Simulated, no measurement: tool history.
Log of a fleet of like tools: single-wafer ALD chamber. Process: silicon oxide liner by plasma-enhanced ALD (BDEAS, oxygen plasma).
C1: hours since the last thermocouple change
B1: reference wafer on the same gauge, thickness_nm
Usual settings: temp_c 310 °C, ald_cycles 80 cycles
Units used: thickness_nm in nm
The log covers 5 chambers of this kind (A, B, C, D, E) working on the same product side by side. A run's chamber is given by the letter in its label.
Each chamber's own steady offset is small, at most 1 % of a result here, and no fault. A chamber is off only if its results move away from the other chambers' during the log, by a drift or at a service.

Run 1B, hour 3.4: usual settings; C1 1328.7; B1 6.9880. Result: thickness_nm 7.3679 nm.
Run 2A, hour 9.0: usual settings; C1 647.9; B1 6.9926. Result: thickness_nm 7.2688 nm.
Run 3D, hour 12.0: usual settings; C1 516.2; B1 6.9914. Result: thickness_nm 7.4012 nm.
Run 4C, hour 14.7: usual settings; C1 209.4; B1 6.9818. Result: thickness_nm 7.3171 nm.
Run 5E, hour 18.8: usual settings; C1 173.1; B1 6.9899. Result: thickness_nm 7.3283 nm.
Run 6D, hour 23.6: usual settings; C1 527.8; B1 6.9937. Result: thickness_nm 7.3515 nm.
Run 7A, hour 28.9: usual settings; C1 667.8; B1 6.9848. Result: thickness_nm 7.2953 nm.
Run 8C, hour 33.8: usual settings; C1 228.5; B1 6.9870. Result: thickness_nm 7.3399 nm.
Run 9B, hour 39.2: usual settings; C1 1364.5; B1 6.9938. Result: thickness_nm 7.3456 nm.
Run 10E, hour 45.3: usual settings; C1 199.6; B1 6.9904. Result: thickness_nm 7.3351 nm.
Run 11D, hour 49.8: usual settings; C1 554.0; B1 6.9873. Result: thickness_nm 7.3680 nm.
Run 12B, hour 54.9: usual settings but temp_c 305 °C; C1 1380.2; B1 6.9884. Result: thickness_nm 7.3600 nm.
Run 13A, hour 58.7: usual settings but temp_c 305 °C; C1 697.6; B1 6.9916. Result: thickness_nm 7.3535 nm.
Run 14E, hour 64.1: usual settings but temp_c 305 °C; C1 218.4; B1 6.9912. Result: thickness_nm 7.3612 nm.
Run 15C, hour 68.8: usual settings but temp_c 305 °C; C1 263.5; B1 6.9912. Result: thickness_nm 7.4376 nm.
Run 16A, hour 72.8: usual settings but temp_c 305 °C; C1 711.7; B1 6.9930. Result: thickness_nm 7.3617 nm.
Run 17C, hour 77.8: usual settings; C1 272.5; B1 6.9868. Result: thickness_nm 7.3348 nm.
Run 18D, hour 81.6: usual settings; C1 585.8; B1 6.9947. Result: thickness_nm 7.3826 nm.
Run 19B, hour 87.0: usual settings; C1 1412.3; B1 6.9920. Result: thickness_nm 7.4032 nm.
Run 20E, hour 92.0: usual settings; C1 246.3; B1 6.9913. Result: thickness_nm 7.3057 nm.
Run 21A, hour 97.6: usual settings; C1 736.5; B1 6.9937. Result: thickness_nm 7.2741 nm.
Run 22B, hour 102.1: usual settings but temp_c 319 °C, ald_cycles 89 cycles; C1 1427.4; B1 6.9928. Result: thickness_nm 8.0734 nm.
Run 23E, hour 105.7: usual settings but temp_c 319 °C, ald_cycles 89 cycles; C1 260.0; B1 6.9907. Result: thickness_nm 8.0458 nm.
Run 24C, hour 108.6: usual settings but temp_c 319 °C, ald_cycles 89 cycles; C1 303.3; B1 6.9887. Result: thickness_nm 8.1391 nm.
Run 25D, hour 114.6: usual settings but temp_c 319 °C, ald_cycles 89 cycles; C1 618.8; B1 6.9874. Result: thickness_nm 8.1097 nm.
Run 26D, hour 120.5: usual settings but temp_c 319 °C, ald_cycles 89 cycles; C1 624.7; B1 6.9903. Result: thickness_nm 8.1198 nm.
Run 27C, hour 125.4: usual settings; C1 320.1; B1 6.9851. Result: thickness_nm 7.3569 nm.
At hour 128.8: chamber B: thermocouple changed; heater temperature recalibrated.
Run 28B, hour 129.1: usual settings; C1 0.3; B1 6.9941. Result: thickness_nm 7.3425 nm.
Run 29A, hour 135.1: usual settings; C1 774.0; B1 6.9914. Result: thickness_nm 7.2902 nm.
Run 30E, hour 137.9: usual settings; C1 292.2; B1 6.9939. Result: thickness_nm 7.2806 nm.
Run 31C, hour 141.8: usual settings; C1 336.5; B1 6.9867. Result: thickness_nm 7.4068 nm.
Run 32A, hour 144.9: usual settings; C1 783.8; B1 6.9977. Result: thickness_nm 7.3039 nm.
Run 33E, hour 148.3: usual settings; C1 302.6; B1 6.9955. Result: thickness_nm 7.2938 nm.
Run 34B, hour 154.4: usual settings; C1 25.6; B1 6.9832. Result: thickness_nm 7.3702 nm.
Run 35D, hour 160.3: usual settings; C1 664.5; B1 6.9917. Result: thickness_nm 7.3708 nm.
Run 36A, hour 163.8: usual settings; C1 802.7; B1 6.9913. Result: thickness_nm 7.2934 nm.
Run 37D, hour 169.7: usual settings; C1 673.9; B1 6.9839. Result: thickness_nm 7.3991 nm.
Run 38B, hour 174.7: usual settings; C1 45.9; B1 6.9903. Result: thickness_nm 7.3386 nm.
Run 39E, hour 180.6: usual settings; C1 334.9; B1 6.9853. Result: thickness_nm 7.3293 nm.

Is one chamber off against the others, does the gauge drift, or is nothing wrong? If a chamber is off, say which, and what the likeliest cause is.

No chamber stands off beyond its own small offset, and the gauge holds steady.
